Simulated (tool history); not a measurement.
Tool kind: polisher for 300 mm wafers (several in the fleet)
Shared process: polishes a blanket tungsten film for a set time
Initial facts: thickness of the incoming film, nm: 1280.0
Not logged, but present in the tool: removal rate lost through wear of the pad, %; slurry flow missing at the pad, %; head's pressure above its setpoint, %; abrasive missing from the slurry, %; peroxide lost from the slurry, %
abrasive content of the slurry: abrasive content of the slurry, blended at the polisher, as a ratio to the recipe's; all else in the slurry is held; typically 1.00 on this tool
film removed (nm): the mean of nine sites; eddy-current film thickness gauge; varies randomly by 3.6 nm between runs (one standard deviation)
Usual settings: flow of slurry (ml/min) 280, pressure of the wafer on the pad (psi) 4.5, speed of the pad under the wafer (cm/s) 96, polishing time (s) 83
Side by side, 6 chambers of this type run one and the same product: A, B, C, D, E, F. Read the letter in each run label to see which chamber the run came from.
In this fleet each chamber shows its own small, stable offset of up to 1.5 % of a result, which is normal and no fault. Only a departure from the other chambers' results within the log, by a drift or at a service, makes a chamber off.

run     day  flow of slurry (ml/min)  pressure of the wafer on the pad (psi)  speed of the pad under the wafer (cm/s)  abrasive content of the slurry  polishing time (s)  wafers polished on this pad  hours since the slurry nozzle was cleaned  hours since the head pressure was calibrated  hours since the slurry blender was calibrated  hours since the slurry got fresh peroxide  film removed (nm)
      0.121  -- chamber C: slurry blender recalibrated
      0.158  -- chamber B: slurry blender recalibrated
      0.279  -- chamber B: worn pad replaced by a new one
 1C   0.421                      280                                     4.5                                       96                            1.00                  83                          194                                      292.8                                         452.0                                            7.3                                       86.1             365.35
      0.429  -- chamber F: slurry tank refilled with fresh slurry and peroxide
      0.517  -- chamber A: slurry nozzle cleaned
 2F   0.625                      280                                     4.5                                       96                            1.00                  83                          640                                      266.9                                         131.4                                           25.3                                        4.7             361.65
      0.788  -- chamber C: slurry tank refilled with fresh slurry and peroxide
 3E   1.067                      280                                     4.5                                       96                            1.00                  83                          314                                      159.5                                         370.4                                          103.5                                       36.1             363.36
      1.321  -- chamber A: worn pad replaced by a new one
      1.354  -- chamber A: slurry tank refilled with fresh slurry and peroxide
 4D   1.450                      280                                     4.5                                       96                            1.00                  83                          548                                      438.4                                         249.0                                           38.9                                      117.7             366.34
      1.692  -- chamber B: slurry tank refilled with fresh slurry and peroxide
 5A   1.867                      280                                     4.5                                       96                            1.00                  83                          150                                       32.4                                         355.3                                          135.6                                       12.3             365.01
 6B   2.167                      280                                     4.5                                      112                            1.00                  83                          518                                       95.6                                         344.7                                           48.3                                       11.4             430.09
      2.217  -- chamber D: slurry tank refilled with fresh slurry and peroxide
      2.562  -- chamber E: slurry tank refilled with fresh slurry and peroxide
 7A   2.567                      280                                     4.5                                      112                            1.00                  83                          342                                       49.2                                         372.1                                          152.4                                       29.1             420.19
      2.717  -- chamber F: worn pad replaced by a new one
      2.725  -- chamber C: worn pad replaced by a new one
 8E   2.962                      280                                     4.5                                      112                            1.00                  83                          835                                      205.0                                         415.9                                          149.0                                        9.7             420.17
      3.000  -- chamber B: worn pad replaced by a new one
      3.183  -- chamber E: worn pad replaced by a new one
 9C   3.292                      280                                     4.5                                      112                            1.00                  83                          156                                      361.7                                         520.9                                           76.2                                       60.1             420.02
10D   3.667                      280                                     4.5                                      112                            1.00                  83                         1157                                      491.6                                         302.2                                           92.1                                       34.8             417.80
11F   3.971                      280                                     4.5                                      112                            1.00                  83                          344                                      347.2                                         211.7                                          105.6                                       85.0             425.59
      4.071  -- chamber C: slurry tank refilled with fresh slurry and peroxide
12B   4.342                      280                                     4.5                                       96                            1.00                  83                          369                                      147.8                                         396.9                                          100.5                                       63.6             372.40
      4.479  -- chamber F: slurry tank refilled with fresh slurry and peroxide
      4.521  -- chamber B: slurry tank refilled with fresh slurry and peroxide
      4.567  -- chamber A: slurry tank refilled with fresh slurry and peroxide
13D   4.638                      280                                     4.5                                       96                            1.00                  83                         1423                                      514.9                                         325.5                                          115.4                                       58.1             349.73
14A   4.908                      280                                     4.5                                       96                            1.00                  83                          985                                      105.4                                         428.3                                          208.6                                        8.3             369.21
15E   5.321                      280                                     4.5                                       96                            1.00                  83                          587                                      261.6                                         472.5                                          205.6                                       66.3             361.62
      5.562  -- chamber B: worn pad replaced by a new one
16B   5.675                      280                                     4.5                                       96                            1.00                  83                           31                                      179.8                                         428.9                                          132.5                                       27.7             367.05
      5.812  -- chamber E: slurry tank refilled with fresh slurry and peroxide
      5.838  -- chamber B: slurry blender recalibrated
      5.908  -- chamber C: worn pad replaced by a new one
17F   5.992                      280                                     4.5                                       96                            1.00                  83                          899                                      395.7                                         260.2                                          154.1                                       36.3             362.19
      6.062  -- chamber E: worn pad replaced by a new one
      6.271  -- chamber A: worn pad replaced by a new one
18C   6.362                      280                                     4.5                                       96                            1.00                  83                          124                                      435.4                                         594.6                                          149.9                                       55.1             364.14
      6.412  -- chamber D: slurry blender recalibrated
      6.454  -- chamber C: slurry blender recalibrated
19B   6.604                      280                                     4.5                                       96                            1.00                  83                          286                                      202.1                                         451.2                                           18.4                                       50.0             364.71
20E   6.833                      280                                     4.5                                       96                            1.00                  83                          211                                      297.9                                         508.8                                          241.9                                       24.5             369.61
      6.900  -- chamber D: slurry nozzle cleaned
      6.983  -- chamber B: slurry tank refilled with fresh slurry and peroxide
      7.062  -- chamber C: slurry tank refilled with fresh slurry and peroxide
      7.246  -- chamber A: slurry tank refilled with fresh slurry and peroxide
21C   7.254                      280                                     4.5                                       96                            0.85                  83                          369                                      456.8                                         616.0                                           19.3                                        4.6             357.66
      7.275  -- chamber A: slurry blender recalibrated
      7.375  -- chamber D: slurry tank refilled with fresh slurry and peroxide
22F   7.571                      280                                     4.5                                       96                            0.85                  83                         1332                                      433.6                                         298.1                                          192.0                                       74.2             349.97
23A   7.883                      280                                     4.5                                       96                            0.85                  83                          442                                      176.8                                         499.7                                           14.6                                       15.4             350.66
24D   8.171                      280                                     4.5                                       96                            0.85                  83                         2393                                       30.5                                         410.3                                           42.3                                       19.1             331.16
      8.296  -- chamber F: worn pad replaced by a new one
      8.446  -- chamber C: worn pad replaced by a new one
      8.454  -- chamber B: worn pad replaced by a new one
25F   8.588                      280                                     4.5                                       96                            0.85                  83                           80                                      458.0                                         322.5                                          216.4                                       98.6             347.28
      8.662  -- chamber F: slurry tank refilled with fresh slurry and peroxide
      8.717  -- chamber E: slurry tank refilled with fresh slurry and peroxide
      8.725  -- chamber E: worn pad replaced by a new one
26D   8.929                      280                                     4.5                                       96                            0.85                  83                         2601                                       48.7                                         428.5                                           60.5                                       37.3             331.78
      9.075  -- chamber F: slurry nozzle cleaned
      9.162  -- chamber F: head pressure recalibrated
27A   9.321                      280                                     4.5                                       96                            1.00                  83                          837                                      211.3                                         534.2                                           49.1                                       49.9             365.73
28E   9.729                      280                                     4.5                                       96                            1.00                  83                          276                                      367.4                                         578.3                                          311.4                                       24.3             360.28
     10.025  -- chamber B: slurry tank refilled with fresh slurry and peroxide
     10.133  -- chamber C: slurry tank refilled with fresh slurry and peroxide
29B  10.183                      280                                     4.5                                       96                            1.00                  83                          475                                      288.0                                         537.1                                          104.3                                        3.9             368.04
     10.225  -- chamber A: slurry tank refilled with fresh slurry and peroxide
30C  10.554                      280                                     4.5                                       96                            1.00                  83                          579                                      536.0                                         695.2                                           98.5                                       10.2             365.14
31B  10.971                      280                                     4.5                                       96                            1.00                  83                          691                                      306.9                                         556.0                                          123.2                                       22.8             365.55
     11.308  -- chamber C: slurry nozzle cleaned
32F  11.308                      280                                     4.5                                       96                            1.00                  83                          827                                       53.6                                          51.6                                          281.7                                       63.5             357.49
     11.375  -- chamber B: worn pad replaced by a new one
     11.388  -- chamber A: worn pad replaced by a new one
     11.400  -- chamber B: slurry blender recalibrated
     11.508  -- chamber E: worn pad replaced by a new one
33D  11.679                      280                                     4.5                                       96                            1.00                  83                         3356                                      114.7                                         494.5                                          126.5                                      103.3             333.10
     11.708  -- chamber C: worn pad replaced by a new one
34C  11.904                      280                                     4.5                                       96                            1.00                  83                           54                                       14.3                                         727.6                                          130.9                                       42.6             363.19
     12.050  -- chamber E: slurry tank refilled with fresh slurry and peroxide
35A  12.108                      280                                     4.5                                       96                            1.00                  83                          198                                      278.2                                         601.1                                          116.0                                       45.2             359.04
     12.217  -- chamber F: slurry tank refilled with fresh slurry and peroxide
     12.317  -- chamber C: slurry blender recalibrated
36E  12.354                      280                                     4.5                                       96                            1.00                  83                          233                                      430.4                                         641.3                                          374.4                                        7.3             366.42
     12.467  -- chamber A: head pressure recalibrated
     12.708  -- chamber F: worn pad replaced by a new one
37F  12.767                      280                                     4.5                                       96                            1.00                  83                           16                                       88.6                                          86.6                                          316.7                                       13.3             361.61
     12.912  -- chamber B: slurry tank refilled with fresh slurry and peroxide
38B  13.008                      280                                     4.5                                       96                            1.00                  83                          449                                      355.8                                         604.9                                           38.7                                        2.4             366.82
     13.104  -- chamber D: slurry blender recalibrated
     13.117  -- chamber D: slurry tank refilled with fresh slurry and peroxide
     13.154  -- chamber A: slurry tank refilled with fresh slurry and peroxide
     13.208  -- chamber C: slurry tank refilled with fresh slurry and peroxide
39A  13.388                      280                                     4.5                                       96                            1.00                  83                          549                                      308.9                                          22.2                                          146.7                                        5.6             368.33
40E  13.642                      280                                     4.5                                       96                            1.00                  83                          586                                      461.3                                         672.2                                          405.3                                       38.2             360.10
41C  13.879                      280                                     4.5                                       96                            1.00                  83                          596                                       61.7                                         775.0                                           37.5                                       16.1             368.44
42D  14.175                      280                                     5.8                                       96                            1.00                  83                         4042                                      174.6                                         554.4                                           25.8                                       25.4             420.06

All chambers now run identical settings, listed one chamber a line with results as question marks. What results will each chamber show?
43A  14.500                      280                                     4.5                                       96                            1.00                  83                                                                                                                                                                                                                                  ?
43B  14.500                      280                                     4.5                                       96                            1.00                  83                                                                                                                                                                                                                                  ?
43C  14.500                      280                                     4.5                                       96                            1.00                  83                                                                                                                                                                                                                                  ?
43D  14.500                      280                                     4.5                                       96                            1.00                  83                                                                                                                                                                                                                                  ?
43E  14.500                      280                                     4.5                                       96                            1.00                  83                                                                                                                                                                                                                                  ?
43F  14.500                      280                                     4.5                                       96                            1.00                  83                                                                                                                                                                                                                                  ?

run  film removed (nm)
43A             361.43
43B             362.83
43C             360.02
43D             329.43
43E             372.15
43F             365.42
